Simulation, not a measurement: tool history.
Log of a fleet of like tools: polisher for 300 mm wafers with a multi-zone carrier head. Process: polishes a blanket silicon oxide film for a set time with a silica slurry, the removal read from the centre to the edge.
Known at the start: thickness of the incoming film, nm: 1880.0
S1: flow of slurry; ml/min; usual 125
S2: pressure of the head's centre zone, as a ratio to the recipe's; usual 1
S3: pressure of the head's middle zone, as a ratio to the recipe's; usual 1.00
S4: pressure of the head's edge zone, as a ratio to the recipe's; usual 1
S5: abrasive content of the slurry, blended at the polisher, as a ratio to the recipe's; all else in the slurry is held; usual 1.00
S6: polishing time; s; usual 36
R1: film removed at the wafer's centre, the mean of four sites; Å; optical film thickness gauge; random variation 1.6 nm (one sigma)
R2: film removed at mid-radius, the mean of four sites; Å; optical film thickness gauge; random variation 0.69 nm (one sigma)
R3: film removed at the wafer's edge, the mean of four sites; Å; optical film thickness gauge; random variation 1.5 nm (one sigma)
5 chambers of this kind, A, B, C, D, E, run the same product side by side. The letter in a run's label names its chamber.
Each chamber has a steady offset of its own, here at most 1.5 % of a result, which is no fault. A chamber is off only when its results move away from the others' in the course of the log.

run    day   S1  S2    S3  S4    S5  S6       R1       R2       R3
 1D  0.188  125   1  1.00   1  1.00  36  1057.30  1041.00  1029.90
 2E  0.371  125   1  1.00   1  1.00  36  1072.60  1051.80  1066.30
     0.375  -- chamber A: edge zone pressure recalibrated
     0.517  -- chamber C: slurry nozzle cleaned
 3A  0.533  125   1  1.00   1  1.00  36  1062.30  1070.90  1054.00
 4C  0.738  125   1  1.00   1  1.00  36  1078.50  1081.50  1066.10
 5B  0.883  125   1  1.00   1  1.00  36  1064.50  1059.00  1071.60
 6B  1.042  125   1  1.00   1  1.00  36  1056.60  1058.50  1081.60
 7A  1.196  125   1  1.00   1  1.00  36  1073.90  1071.20  1078.30
 8E  1.300  125   1  1.00   1  1.00  36  1065.90  1051.40  1084.10
 9C  1.483  125   1  1.00   1  1.00  36  1035.20  1055.00  1060.90
10D  1.679  125   1  1.00   1  1.00  36  1043.90  1042.90  1064.60
11B  1.888  125   1  1.00   1  1.00  36  1063.30  1055.50  1082.30
12D  2.050  125   1  1.00   1  1.15  36  1146.90  1125.90  1125.80
13A  2.204  125   1  1.00   1  1.15  36  1147.50  1135.30  1163.90
14C  2.358  125   1  1.00   1  1.15  36  1141.70  1124.40  1109.10
15E  2.500  125   1  1.00   1  1.15  36  1143.30  1112.10  1127.80
16C  2.675  125   1  1.00   1  1.15  36  1123.40  1129.80  1126.80
     2.750  -- chamber C: edge zone pressure recalibrated
17D  2.871  125   1  1.00   1  1.00  36  1056.90  1055.10  1038.60
18A  3.012  125   1  1.00   1  1.00  36  1047.60  1065.90  1065.50
19B  3.167  125   1  1.00   1  1.00  36  1071.50  1068.10  1059.90
     3.200  -- chamber B: worn pad replaced by a new one
20E  3.304  125   1  0.91   1  1.15  36  1113.00  1010.60  1124.90
21A  3.396  125   1  0.91   1  1.15  36  1135.30  1042.70  1123.00
22B  3.588  125   1  0.91   1  1.15  36  1130.10  1037.90  1122.20
23C  3.779  125   1  0.91   1  1.15  36  1095.20  1053.50  1130.50
24E  3.917  125   1  0.91   1  1.15  36  1096.70   995.04  1098.40
     3.971  -- chamber A: worn pad replaced by a new one
25D  4.017  125   1  0.92   1  1.00  23   677.85   630.81   680.63
26D  4.196  125   1  0.92   1  1.00  23   677.67   625.95   680.47
27B  4.312  125   1  0.92   1  1.00  23   672.35   627.02   666.93
28E  4.425  125   1  0.92   1  1.00  23   640.03   599.51   665.70
     4.483  -- chamber E: worn pad replaced by a new one
29C  4.542  125   1  0.92   1  1.00  23   695.70   632.29   683.28
30A  4.658  125   1  1.00   1  1.00  36  1080.10  1079.00  1065.10
31D  4.850  125   1  1.00   1  1.00  36  1048.20  1038.50  1021.40
32A  5.058  125   1  1.00   1  1.00  36  1056.90  1069.30  1051.30
33E  5.196  125   1  1.00   1  1.00  36  1000.70   998.69  1023.30
34B  5.288  165   1  1.00   1  1.00  36  1116.70  1112.70  1124.80
35C  5.417  165   1  1.00   1  1.00  36  1123.20  1126.30  1116.00
     5.558  -- chamber D: slurry nozzle cleaned
     5.562  -- chamber D: worn pad replaced by a new one
36C  5.621  165   1  1.00   1  1.00  36  1112.00  1132.80  1117.10
37D  5.771  165   1  1.00   1  1.00  36  1118.10  1112.00  1121.30
38B  5.925  165   1  1.00   1  1.00  36  1141.80  1111.40  1091.10

Next, every chamber runs the same settings. What will each give?
39A  6.075  125   1  1.00   1  1.00  42   ?   ?   ?
39B  6.075  125   1  1.00   1  1.00  42   ?   ?   ?
39C  6.075  125   1  1.00   1  1.00  42   ?   ?   ?
39D  6.075  125   1  1.00   1  1.00  42   ?   ?   ?
39E  6.075  125   1  1.00   1  1.00  42   ?   ?   ?

run       R1       R2       R3
39A  1253.20  1260.20  1235.00
39B  1229.20  1239.30  1242.50
39C  1234.10  1271.70  1250.00
39D  1233.10  1228.80  1258.50
39E  1163.90  1136.80  1201.40
